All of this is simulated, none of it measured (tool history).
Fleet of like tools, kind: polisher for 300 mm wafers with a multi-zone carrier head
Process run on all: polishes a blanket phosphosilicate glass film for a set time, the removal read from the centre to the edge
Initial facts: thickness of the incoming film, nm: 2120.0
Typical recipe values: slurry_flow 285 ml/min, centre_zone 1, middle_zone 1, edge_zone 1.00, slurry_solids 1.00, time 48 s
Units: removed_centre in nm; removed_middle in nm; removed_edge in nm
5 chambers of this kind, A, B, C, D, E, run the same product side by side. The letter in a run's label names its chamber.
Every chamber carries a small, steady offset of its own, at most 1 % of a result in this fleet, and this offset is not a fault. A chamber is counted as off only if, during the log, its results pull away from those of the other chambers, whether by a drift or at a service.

run     day  slurry_flow  centre_zone  middle_zone  edge_zone  slurry_solids  time  removed_centre  removed_middle  removed_edge
 1B   0.354          285            1            1       1.00           1.00    48          390.16          396.69        387.98
 2D   0.704          285            1            1       1.00           1.00    48          393.85          397.01        392.14
      0.842  -- chamber E: worn pad replaced by a new one
 3A   1.092          285            1            1       1.00           1.00    48          396.11          396.99        404.29
      1.462  -- chamber D: worn pad replaced by a new one
 4C   1.462          285            1            1       1.00           1.00    48          392.09          391.13        386.72
 5E   2.046          285            1            1       1.00           1.00    48          397.20          393.53        392.24
      2.229  -- chamber B: worn pad replaced by a new one
 6B   2.517          285            1            1       1.00           1.00    48          393.21          391.31        398.81
 7E   3.033          285            1            1       0.93           1.00    48          399.90          389.84        383.47
 8C   3.404          285            1            1       0.93           1.00    48          393.76          392.03        375.06
      3.650  -- chamber A: worn pad replaced by a new one
      3.679  -- chamber C: worn pad replaced by a new one
 9D   3.725          285            1            1       0.93           1.00    48          395.81          392.43        379.58
      4.033  -- chamber D: centre zone pressure recalibrated
10A   4.283          285            1            1       0.93           1.00    48          395.95          396.21        386.63
      4.596  -- chamber A: slurry nozzle cleaned
      4.662  -- chamber E: worn pad replaced by a new one
11B   4.671          285            1            1       0.93           1.00    48          388.06          391.18        378.33
12D   5.046          285            1            1       1.00           1.00    48          399.73          392.45        391.10
13E   5.454          285            1            1       1.00           1.00    48          397.97          394.90        396.76
      5.550  -- chamber E: slurry nozzle cleaned
14A   5.854          285            1            1       1.00           1.00    48          394.88          397.77        402.33
      6.071  -- chamber D: worn pad replaced by a new one
      6.267  -- chamber B: worn pad replaced by a new one
15C   6.333          195            1            1       1.00           1.00    48          370.76          373.37        375.97
16E   6.888          195            1            1       1.00           1.00    48          377.51          372.59        382.49
      7.217  -- chamber A: worn pad replaced by a new one
17C   7.367          195            1            1       1.00           1.00    48          374.63          378.04        375.74
18A   7.733          195            1            1       1.00           1.00    48          377.50          379.94        384.61
      7.833  -- chamber C: worn pad replaced by a new one
      7.979  -- chamber E: worn pad replaced by a new one
19B   8.138          195            1            1       1.00           1.00    48          376.72          373.05        377.57
20D   8.438          285            1            1       1.00           1.00    48          395.54          392.62        397.44
      8.583  -- chamber D: slurry nozzle cleaned
      8.875  -- chamber B: slurry nozzle cleaned
21D   9.012          205            1            1       0.91           1.00    48          381.29          382.26        365.37
22E   9.388          205            1            1       0.91           1.00    48          385.60          377.46        364.20
      9.467  -- chamber E: centre zone pressure recalibrated
23C   9.696          205            1            1       0.91           1.00    48          377.40          379.68        359.91
      9.746  -- chamber B: worn pad replaced by a new one
      9.871  -- chamber C: centre zone pressure recalibrated
24B  10.271          205            1            1       0.91           1.00    48          373.83          378.69        367.42
     10.783  -- chamber A: centre zone pressure recalibrated
25A  10.788          205            1            1       0.91           1.00    48          345.04          380.49        364.23
     10.938  -- chamber A: worn pad replaced by a new one
26A  11.171          285            1            1       1.00           1.00    48          363.83          400.99        397.53
     11.325  -- chamber E: worn pad replaced by a new one
     11.392  -- chamber D: worn pad replaced by a new one
27C  11.633          285            1            1       0.90           1.00    48          392.18          387.17        374.64
     11.962  -- chamber C: worn pad replaced by a new one
28E  12.017          285            1            1       0.90           1.00    48          397.72          396.40        368.71
     12.288  -- chamber C: edge zone pressure recalibrated
29D  12.517          285            1            1       0.90           1.00    48          397.49          393.40        369.70
     12.912  -- chamber B: worn pad replaced by a new one
30B  13.008          285            1            1       0.90           1.00    48          390.64          395.31        371.75
31A  13.554          285            1            1       0.90           1.00    48          359.42          398.58        376.68
32B  13.846          285            1            1       1.00           1.00    48          395.18          391.93        397.70
33C  14.333          285            1            1       1.00           1.00    48          390.82          395.46        389.80
     14.825  -- chamber A: worn pad replaced by a new one
34D  14.892          285            1            1       1.00           1.00    48          398.44          391.81        389.76
     15.088  -- chamber E: edge zone pressure recalibrated
     15.262  -- chamber E: worn pad replaced by a new one
35E  15.442          285            1            1       1.00           1.00    48          401.20          396.08        393.83
     15.492  -- chamber C: worn pad replaced by a new one
     15.846  -- chamber D: worn pad replaced by a new one
36E  16.038          285            1            1       1.00           1.00    48          402.46          388.98        395.20
37D  16.425          285            1            1       1.00           1.00    48          391.42          398.08        391.66
38A  16.717          285            1            1       1.00           1.00    48          358.92          392.82        402.09
39C  16.983          255            1            1       1.00           1.00    48          395.23          389.41        388.58

Next, every chamber runs the same settings. What will each give?
40A  17.421          285            1            1       1.00           1.25    48               ?               ?             ?
40B  17.421          285            1            1       1.00           1.25    48               ?               ?             ?
40C  17.421          285            1            1       1.00           1.25    48               ?               ?             ?
40D  17.421          285            1            1       1.00           1.25    48               ?               ?             ?
40E  17.421          285            1            1       1.00           1.25    48               ?               ?             ?

run  removed_centre  removed_middle  removed_edge
40A          397.64          434.41        439.82
40B          431.41          434.91        431.18
40C          428.51          430.34        429.40
40D          436.81          437.84        434.88
40E          441.82          428.73        436.98
